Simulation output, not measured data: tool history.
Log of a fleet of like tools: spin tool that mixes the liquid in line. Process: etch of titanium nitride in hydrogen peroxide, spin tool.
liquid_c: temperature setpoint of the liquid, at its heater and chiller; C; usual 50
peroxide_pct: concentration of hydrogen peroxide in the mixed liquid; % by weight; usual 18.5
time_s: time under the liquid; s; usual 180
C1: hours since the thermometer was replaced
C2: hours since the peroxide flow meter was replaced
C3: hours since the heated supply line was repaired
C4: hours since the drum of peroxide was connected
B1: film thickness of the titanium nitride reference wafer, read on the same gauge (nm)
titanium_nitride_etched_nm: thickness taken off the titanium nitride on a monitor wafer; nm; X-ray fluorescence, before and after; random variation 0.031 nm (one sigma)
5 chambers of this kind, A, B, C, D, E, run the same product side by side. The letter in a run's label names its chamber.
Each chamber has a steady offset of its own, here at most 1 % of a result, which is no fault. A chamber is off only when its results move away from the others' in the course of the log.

{"run": "1C", "hour": 8.6, "liquid_c": 50, "peroxide_pct": 18.5, "time_s": 180, "C1": 197.2, "C2": 682.2, "C3": 1092.3, "C4": 980.7, "B1": 69.986, "titanium_nitride_etched_nm": 8.7742}
{"run": "2D", "hour": 17.1, "liquid_c": 50, "peroxide_pct": 18.5, "time_s": 180, "C1": 906, "C2": 975.2, "C3": 2766.6, "C4": 1072.5, "B1": 70.001, "titanium_nitride_etched_nm": 8.8318}
{"run": "3E", "hour": 27.8, "liquid_c": 50, "peroxide_pct": 18.5, "time_s": 180, "C1": 487, "C2": 1262.2, "C3": 124.2, "C4": 181.4, "B1": 70.019, "titanium_nitride_etched_nm": 8.8512}
{"run": "4B", "hour": 34.7, "liquid_c": 50, "peroxide_pct": 18.5, "time_s": 180, "C1": 1553.9, "C2": 206.6, "C3": 3135.9, "C4": 145.6, "B1": 69.949, "titanium_nitride_etched_nm": 8.8329}
{"hour": 37.1, "done": "chamber B: heated supply line repaired"}
{"run": "5A", "hour": 41.8, "liquid_c": 50, "peroxide_pct": 18.5, "time_s": 180, "C1": 1102.2, "C2": 762.5, "C3": 817.2, "C4": 219.7, "B1": 69.966, "titanium_nitride_etched_nm": 8.7917}
{"run": "6C", "hour": 53.1, "liquid_c": 50, "peroxide_pct": 18.5, "time_s": 180, "C1": 241.7, "C2": 726.7, "C3": 1136.8, "C4": 1025.2, "B1": 70.032, "titanium_nitride_etched_nm": 8.8499}
{"run": "7E", "hour": 61.0, "liquid_c": 50, "peroxide_pct": 18.5, "time_s": 180, "C1": 520.2, "C2": 1295.4, "C3": 157.4, "C4": 214.6, "B1": 70.021, "titanium_nitride_etched_nm": 8.7944}
{"run": "8A", "hour": 70.7, "liquid_c": 50, "peroxide_pct": 18.5, "time_s": 180, "C1": 1131.1, "C2": 791.4, "C3": 846.1, "C4": 248.6, "B1": 69.947, "titanium_nitride_etched_nm": 8.7726}
{"run": "9B", "hour": 76.4, "liquid_c": 50, "peroxide_pct": 18.5, "time_s": 180, "C1": 1595.6, "C2": 248.3, "C3": 39.4, "C4": 187.3, "B1": 70.008, "titanium_nitride_etched_nm": 8.8156}
{"run": "10D", "hour": 86.4, "liquid_c": 50, "peroxide_pct": 18.5, "time_s": 180, "C1": 975.3, "C2": 1044.5, "C3": 2835.9, "C4": 1141.8, "B1": 70.022, "titanium_nitride_etched_nm": 8.7683}
{"run": "11A", "hour": 95.3, "liquid_c": 50, "peroxide_pct": 18.5, "time_s": 180, "C1": 1155.7, "C2": 816, "C3": 870.7, "C4": 273.2, "B1": 70.016, "titanium_nitride_etched_nm": 8.7634}
{"run": "12C", "hour": 106.3, "liquid_c": 50, "peroxide_pct": 18.5, "time_s": 180, "C1": 294.9, "C2": 779.9, "C3": 1190, "C4": 1078.4, "B1": 70.001, "titanium_nitride_etched_nm": 8.7869}
{"run": "13B", "hour": 112.8, "liquid_c": 50, "peroxide_pct": 18.5, "time_s": 180, "C1": 1632, "C2": 284.7, "C3": 75.8, "C4": 223.7, "B1": 70.009, "titanium_nitride_etched_nm": 8.8106}
{"run": "14D", "hour": 122.5, "liquid_c": 50, "peroxide_pct": 18.5, "time_s": 180, "C1": 1011.4, "C2": 1080.6, "C3": 2872, "C4": 1177.9, "B1": 69.974, "titanium_nitride_etched_nm": 8.7739}
{"run": "15E", "hour": 133.8, "liquid_c": 50, "peroxide_pct": 18.5, "time_s": 280, "C1": 593, "C2": 1368.2, "C3": 230.2, "C4": 287.4, "B1": 70.02, "titanium_nitride_etched_nm": 13.602}
{"run": "16C", "hour": 139.5, "liquid_c": 50, "peroxide_pct": 18.5, "time_s": 280, "C1": 328.1, "C2": 813.1, "C3": 1223.2, "C4": 1111.6, "B1": 70.04, "titanium_nitride_etched_nm": 13.722}
{"run": "17E", "hour": 148.1, "liquid_c": 50, "peroxide_pct": 18.5, "time_s": 280, "C1": 607.3, "C2": 1382.5, "C3": 244.5, "C4": 301.7, "B1": 70.024, "titanium_nitride_etched_nm": 13.677}
{"run": "18D", "hour": 156.9, "liquid_c": 50, "peroxide_pct": 18.5, "time_s": 280, "C1": 1045.8, "C2": 1115, "C3": 2906.4, "C4": 1212.3, "B1": 70.017, "titanium_nitride_etched_nm": 13.694}
{"run": "19A", "hour": 164.8, "liquid_c": 50, "peroxide_pct": 18.5, "time_s": 280, "C1": 1225.2, "C2": 885.5, "C3": 940.2, "C4": 342.7, "B1": 69.994, "titanium_nitride_etched_nm": 13.668}
{"hour": 167.5, "done": "chamber D: new drum of peroxide connected"}
{"run": "20B", "hour": 170.9, "liquid_c": 50, "peroxide_pct": 18.5, "time_s": 180, "C1": 1690.1, "C2": 342.8, "C3": 133.9, "C4": 281.8, "B1": 69.987, "titanium_nitride_etched_nm": 8.8102}
{"run": "21A", "hour": 181.0, "liquid_c": 50, "peroxide_pct": 18.5, "time_s": 180, "C1": 1241.4, "C2": 901.7, "C3": 956.4, "C4": 358.9, "B1": 69.975, "titanium_nitride_etched_nm": 8.7141}
{"run": "22E", "hour": 187.8, "liquid_c": 50, "peroxide_pct": 18.5, "time_s": 180, "C1": 647, "C2": 1422.2, "C3": 284.2, "C4": 341.4, "B1": 70.012, "titanium_nitride_etched_nm": 8.7409}
{"run": "23B", "hour": 194.6, "liquid_c": 50, "peroxide_pct": 18.5, "time_s": 180, "C1": 1713.8, "C2": 366.5, "C3": 157.6, "C4": 305.5, "B1": 69.986, "titanium_nitride_etched_nm": 8.8013}
{"run": "24D", "hour": 205.5, "liquid_c": 50, "peroxide_pct": 18.5, "time_s": 180, "C1": 1094.4, "C2": 1163.6, "C3": 2955, "C4": 38, "B1": 69.977, "titanium_nitride_etched_nm": 8.8184}
{"run": "25C", "hour": 213.6, "liquid_c": 50, "peroxide_pct": 18.5, "time_s": 180, "C1": 402.2, "C2": 887.2, "C3": 1297.3, "C4": 1185.7, "B1": 69.988, "titanium_nitride_etched_nm": 8.7413}
{"run": "26A", "hour": 223.8, "liquid_c": 50, "peroxide_pct": 18.5, "time_s": 180, "C1": 1284.2, "C2": 944.5, "C3": 999.2, "C4": 401.7, "B1": 70.025, "titanium_nitride_etched_nm": 8.77}
{"run": "27D", "hour": 233.0, "liquid_c": 50, "peroxide_pct": 18.5, "time_s": 180, "C1": 1121.9, "C2": 1191.1, "C3": 2982.5, "C4": 65.5, "B1": 70.013, "titanium_nitride_etched_nm": 8.8016}
{"run": "28C", "hour": 238.4, "liquid_c": 50, "peroxide_pct": 20.5, "time_s": 240, "C1": 427, "C2": 912, "C3": 1322.1, "C4": 1210.5, "B1": 69.955, "titanium_nitride_etched_nm": 12.03}
{"run": "29E", "hour": 246.8, "liquid_c": 50, "peroxide_pct": 20.5, "time_s": 240, "C1": 706, "C2": 1481.2, "C3": 343.2, "C4": 400.4, "B1": 70.04, "titanium_nitride_etched_nm": 11.949}
{"run": "30B", "hour": 256.3, "liquid_c": 50, "peroxide_pct": 20.5, "time_s": 240, "C1": 1775.5, "C2": 428.2, "C3": 219.3, "C4": 367.2, "B1": 69.966, "titanium_nitride_etched_nm": 12.068}
{"run": "31D", "hour": 265.4, "liquid_c": 50, "peroxide_pct": 20.5, "time_s": 240, "C1": 1154.3, "C2": 1223.5, "C3": 3014.9, "C4": 97.9, "B1": 69.995, "titanium_nitride_etched_nm": 11.973}
{"run": "32B", "hour": 273.6, "liquid_c": 50, "peroxide_pct": 20.5, "time_s": 240, "C1": 1792.8, "C2": 445.5, "C3": 236.6, "C4": 384.5, "B1": 70.045, "titanium_nitride_etched_nm": 12.012}
{"run": "33A", "hour": 282.1, "liquid_c": 42.5, "peroxide_pct": 18.5, "time_s": 180, "C1": 1342.5, "C2": 1002.8, "C3": 1057.5, "C4": 460, "B1": 69.967, "titanium_nitride_etched_nm": 4.9924}
{"hour": 285.7, "done": "chamber E: new drum of peroxide connected"}
{"run": "34C", "hour": 291.3, "liquid_c": 42.5, "peroxide_pct": 18.5, "time_s": 180, "C1": 479.9, "C2": 964.9, "C3": 1375, "C4": 1263.4, "B1": 70.057, "titanium_nitride_etched_nm": 5.0254}
{"run": "35E", "hour": 298.7, "liquid_c": 42.5, "peroxide_pct": 18.5, "time_s": 180, "C1": 757.9, "C2": 1533.1, "C3": 395.1, "C4": 13.1, "B1": 69.968, "titanium_nitride_etched_nm": 5.0738}
{"run": "36B", "hour": 309.7, "liquid_c": 42.5, "peroxide_pct": 18.5, "time_s": 180, "C1": 1828.9, "C2": 481.6, "C3": 272.7, "C4": 420.6, "B1": 69.988, "titanium_nitride_etched_nm": 5.0684}
{"run": "37D", "hour": 319.9, "liquid_c": 42.5, "peroxide_pct": 18.5, "time_s": 180, "C1": 1208.8, "C2": 1278, "C3": 3069.4, "C4": 152.4, "B1": 70.002, "titanium_nitride_etched_nm": 5.0803}
{"run": "38E", "hour": 329.5, "liquid_c": 50, "peroxide_pct": 18.5, "time_s": 180, "C1": 788.7, "C2": 1563.9, "C3": 425.9, "C4": 43.9, "B1": 69.955, "titanium_nitride_etched_nm": 8.835}

All 5 chambers run these settings next. Forecast each chamber's results:
{"run": "39A", "hour": 338.0, "liquid_c": 50, "peroxide_pct": 18.5, "time_s": 180, "titanium_nitride_etched_nm": "?"}
{"run": "39B", "hour": 338.0, "liquid_c": 50, "peroxide_pct": 18.5, "time_s": 180, "titanium_nitride_etched_nm": "?"}
{"run": "39C", "hour": 338.0, "liquid_c": 50, "peroxide_pct": 18.5, "time_s": 180, "titanium_nitride_etched_nm": "?"}
{"run": "39D", "hour": 338.0, "liquid_c": 50, "peroxide_pct": 18.5, "time_s": 180, "titanium_nitride_etched_nm": "?"}
{"run": "39E", "hour": 338.0, "liquid_c": 50, "peroxide_pct": 18.5, "time_s": 180, "titanium_nitride_etched_nm": "?"}

run=39A titanium_nitride_etched_nm=8.7793
run=39B titanium_nitride_etched_nm=8.8463
run=39C titanium_nitride_etched_nm=8.8016
run=39D titanium_nitride_etched_nm=8.756
run=39E titanium_nitride_etched_nm=8.8014
